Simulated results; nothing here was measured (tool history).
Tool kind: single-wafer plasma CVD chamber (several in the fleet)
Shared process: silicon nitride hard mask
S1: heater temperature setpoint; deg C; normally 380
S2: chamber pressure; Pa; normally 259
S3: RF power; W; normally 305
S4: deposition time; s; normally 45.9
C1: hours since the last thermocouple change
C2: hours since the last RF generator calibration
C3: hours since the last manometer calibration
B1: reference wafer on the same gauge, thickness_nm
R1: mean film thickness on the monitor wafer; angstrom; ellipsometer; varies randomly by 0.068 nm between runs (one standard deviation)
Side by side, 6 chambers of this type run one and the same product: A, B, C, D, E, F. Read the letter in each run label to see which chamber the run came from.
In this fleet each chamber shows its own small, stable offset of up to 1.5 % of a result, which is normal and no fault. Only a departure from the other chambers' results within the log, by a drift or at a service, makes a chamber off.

{"run": "1A", "hour": 6.6, "S1": 380, "S2": 259, "S3": 305, "S4": 45.9, "C1": 1017.8, "C2": 1625.4, "C3": 1254.3, "B1": 60.012, "R1": 571.39}
{"run": "2B", "hour": 12.7, "S1": 380, "S2": 259, "S3": 305, "S4": 45.9, "C1": 1578.6, "C2": 1135.9, "C3": 1522.9, "B1": 59.978, "R1": 562.8}
{"run": "3E", "hour": 15.8, "S1": 380, "S2": 259, "S3": 305, "S4": 45.9, "C1": 402.9, "C2": 474.3, "C3": 892.3, "B1": 59.977, "R1": 567.71}
{"run": "4D", "hour": 19.7, "S1": 380, "S2": 259, "S3": 305, "S4": 45.9, "C1": 484.4, "C2": 892.0, "C3": 142.4, "B1": 59.973, "R1": 569.97}
{"run": "5C", "hour": 26.3, "S1": 392, "S2": 259, "S3": 305, "S4": 45.9, "C1": 1800.5, "C2": 937.9, "C3": 1436.2, "B1": 59.977, "R1": 564.13}
{"run": "6F", "hour": 32.1, "S1": 392, "S2": 259, "S3": 305, "S4": 45.9, "C1": 1269.2, "C2": 1440.7, "C3": 876.4, "B1": 59.964, "R1": 566.88}
{"run": "7A", "hour": 38.4, "S1": 392, "S2": 259, "S3": 305, "S4": 45.9, "C1": 1049.6, "C2": 1657.2, "C3": 1286.1, "B1": 59.937, "R1": 570.4}
{"run": "8C", "hour": 44.7, "S1": 392, "S2": 259, "S3": 305, "S4": 45.9, "C1": 1818.9, "C2": 956.3, "C3": 1454.6, "B1": 59.94, "R1": 564.37}
{"run": "9E", "hour": 48.6, "S1": 392, "S2": 259, "S3": 305, "S4": 45.9, "C1": 435.7, "C2": 507.1, "C3": 925.1, "B1": 59.936, "R1": 565.23}
{"hour": 52.3, "done": "chamber B: RF generator calibrated"}
{"run": "10B", "hour": 53.1, "S1": 392, "S2": 259, "S3": 305, "S4": 45.9, "C1": 1619.0, "C2": 0.8, "C3": 1563.3, "B1": 59.924, "R1": 558.33}
{"run": "11F", "hour": 56.6, "S1": 380, "S2": 259, "S3": 305, "S4": 45.9, "C1": 1293.7, "C2": 1465.2, "C3": 900.9, "B1": 59.925, "R1": 570.02}
{"run": "12D", "hour": 61.6, "S1": 380, "S2": 259, "S3": 305, "S4": 45.9, "C1": 526.3, "C2": 933.9, "C3": 184.3, "B1": 59.922, "R1": 570.07}
{"run": "13A", "hour": 67.1, "S1": 380, "S2": 259, "S3": 305, "S4": 45.9, "C1": 1078.3, "C2": 1685.9, "C3": 1314.8, "B1": 59.921, "R1": 573.56}
{"run": "14B", "hour": 73.8, "S1": 380, "S2": 259, "S3": 305, "S4": 45.9, "C1": 1639.7, "C2": 21.5, "C3": 1584.0, "B1": 59.907, "R1": 560.45}
{"run": "15F", "hour": 80.5, "S1": 380, "S2": 259, "S3": 305, "S4": 45.9, "C1": 1317.6, "C2": 1489.1, "C3": 924.8, "B1": 59.896, "R1": 570.2}
{"run": "16E", "hour": 87.5, "S1": 380, "S2": 259, "S3": 305, "S4": 45.9, "C1": 474.6, "C2": 546.0, "C3": 964.0, "B1": 59.875, "R1": 567.68}
{"hour": 92.9, "done": "chamber B: capacitance manometer re-zeroed and calibrated"}
{"run": "17C", "hour": 93.8, "S1": 380, "S2": 259, "S3": 305, "S4": 45.9, "C1": 1868.0, "C2": 1005.4, "C3": 1503.7, "B1": 59.876, "R1": 567.08}
{"hour": 99.4, "done": "chamber F: capacitance manometer re-zeroed and calibrated"}
{"run": "18D", "hour": 100.0, "S1": 380, "S2": 259, "S3": 305, "S4": 45.9, "C1": 564.7, "C2": 972.3, "C3": 222.7, "B1": 59.866, "R1": 570.02}
{"run": "19A", "hour": 104.0, "S1": 369, "S2": 228, "S3": 305, "S4": 45.9, "C1": 1115.2, "C2": 1722.8, "C3": 1351.7, "B1": 59.855, "R1": 553.21}
{"run": "20E", "hour": 108.1, "S1": 369, "S2": 228, "S3": 305, "S4": 45.9, "C1": 495.2, "C2": 566.6, "C3": 984.6, "B1": 59.847, "R1": 548.27}
{"run": "21C", "hour": 113.7, "S1": 369, "S2": 228, "S3": 305, "S4": 45.9, "C1": 1887.9, "C2": 1025.3, "C3": 1523.6, "B1": 59.847, "R1": 548.25}
{"run": "22D", "hour": 120.9, "S1": 369, "S2": 228, "S3": 305, "S4": 45.9, "C1": 585.6, "C2": 993.2, "C3": 243.6, "B1": 59.847, "R1": 552.58}
{"run": "23F", "hour": 124.7, "S1": 369, "S2": 228, "S3": 305, "S4": 45.9, "C1": 1361.8, "C2": 1533.3, "C3": 25.3, "B1": 59.815, "R1": 550.98}
{"run": "24B", "hour": 130.9, "S1": 369, "S2": 228, "S3": 305, "S4": 45.9, "C1": 1696.8, "C2": 78.6, "C3": 38.0, "B1": 59.801, "R1": 544.84}
{"run": "25E", "hour": 136.7, "S1": 380, "S2": 259, "S3": 305, "S4": 45.9, "C1": 523.8, "C2": 595.2, "C3": 1013.2, "B1": 59.816, "R1": 568.07}
{"run": "26B", "hour": 142.8, "S1": 380, "S2": 259, "S3": 305, "S4": 45.9, "C1": 1708.7, "C2": 90.5, "C3": 49.9, "B1": 59.794, "R1": 561.88}
{"run": "27C", "hour": 149.6, "S1": 380, "S2": 259, "S3": 305, "S4": 45.9, "C1": 1923.8, "C2": 1061.2, "C3": 1559.5, "B1": 59.813, "R1": 565.04}
{"run": "28F", "hour": 153.9, "S1": 380, "S2": 259, "S3": 305, "S4": 45.9, "C1": 1391.0, "C2": 1562.5, "C3": 54.5, "B1": 59.779, "R1": 568.75}
{"run": "29D", "hour": 160.2, "S1": 380, "S2": 259, "S3": 305, "S4": 45.9, "C1": 624.9, "C2": 1032.5, "C3": 282.9, "B1": 59.773, "R1": 567.98}
{"run": "30A", "hour": 166.7, "S1": 380, "S2": 259, "S3": 305, "S4": 45.9, "C1": 1177.9, "C2": 1785.5, "C3": 1414.4, "B1": 59.778, "R1": 570.1}
{"run": "31D", "hour": 171.0, "S1": 380, "S2": 259, "S3": 305, "S4": 45.9, "C1": 635.7, "C2": 1043.3, "C3": 293.7, "B1": 59.758, "R1": 569.0}
{"run": "32E", "hour": 176.9, "S1": 380, "S2": 259, "S3": 305, "S4": 45.9, "C1": 564.0, "C2": 635.4, "C3": 1053.4, "B1": 59.751, "R1": 564.59}
{"run": "33F", "hour": 183.1, "S1": 374, "S2": 259, "S3": 305, "S4": 45.9, "C1": 1420.2, "C2": 1591.7, "C3": 83.7, "B1": 59.727, "R1": 570.62}
{"run": "34C", "hour": 188.1, "S1": 374, "S2": 259, "S3": 305, "S4": 45.9, "C1": 1962.3, "C2": 1099.7, "C3": 1598.0, "B1": 59.739, "R1": 566.71}
{"run": "35A", "hour": 194.5, "S1": 374, "S2": 259, "S3": 305, "S4": 45.9, "C1": 1205.7, "C2": 1813.3, "C3": 1442.2, "B1": 59.737, "R1": 572.89}
{"run": "36B", "hour": 199.9, "S1": 374, "S2": 259, "S3": 305, "S4": 45.9, "C1": 1765.8, "C2": 147.6, "C3": 107.0, "B1": 59.723, "R1": 561.27}
{"run": "37B", "hour": 205.5, "S1": 374, "S2": 259, "S3": 305, "S4": 45.9, "C1": 1771.4, "C2": 153.2, "C3": 112.6, "B1": 59.729, "R1": 561.43}
{"run": "38E", "hour": 209.3, "S1": 374, "S2": 259, "S3": 305, "S4": 45.9, "C1": 596.4, "C2": 667.8, "C3": 1085.8, "B1": 59.722, "R1": 565.96}

Is one chamber off against the others, does the gauge drift, or is nothing wrong? If a chamber is off, say which, and what the likeliest cause is.

Every chamber seems to shift together because the gauge that measures them all drifts; the chambers themselves are fine.
Most likely cause: gauge reads low (%) = 0.487.

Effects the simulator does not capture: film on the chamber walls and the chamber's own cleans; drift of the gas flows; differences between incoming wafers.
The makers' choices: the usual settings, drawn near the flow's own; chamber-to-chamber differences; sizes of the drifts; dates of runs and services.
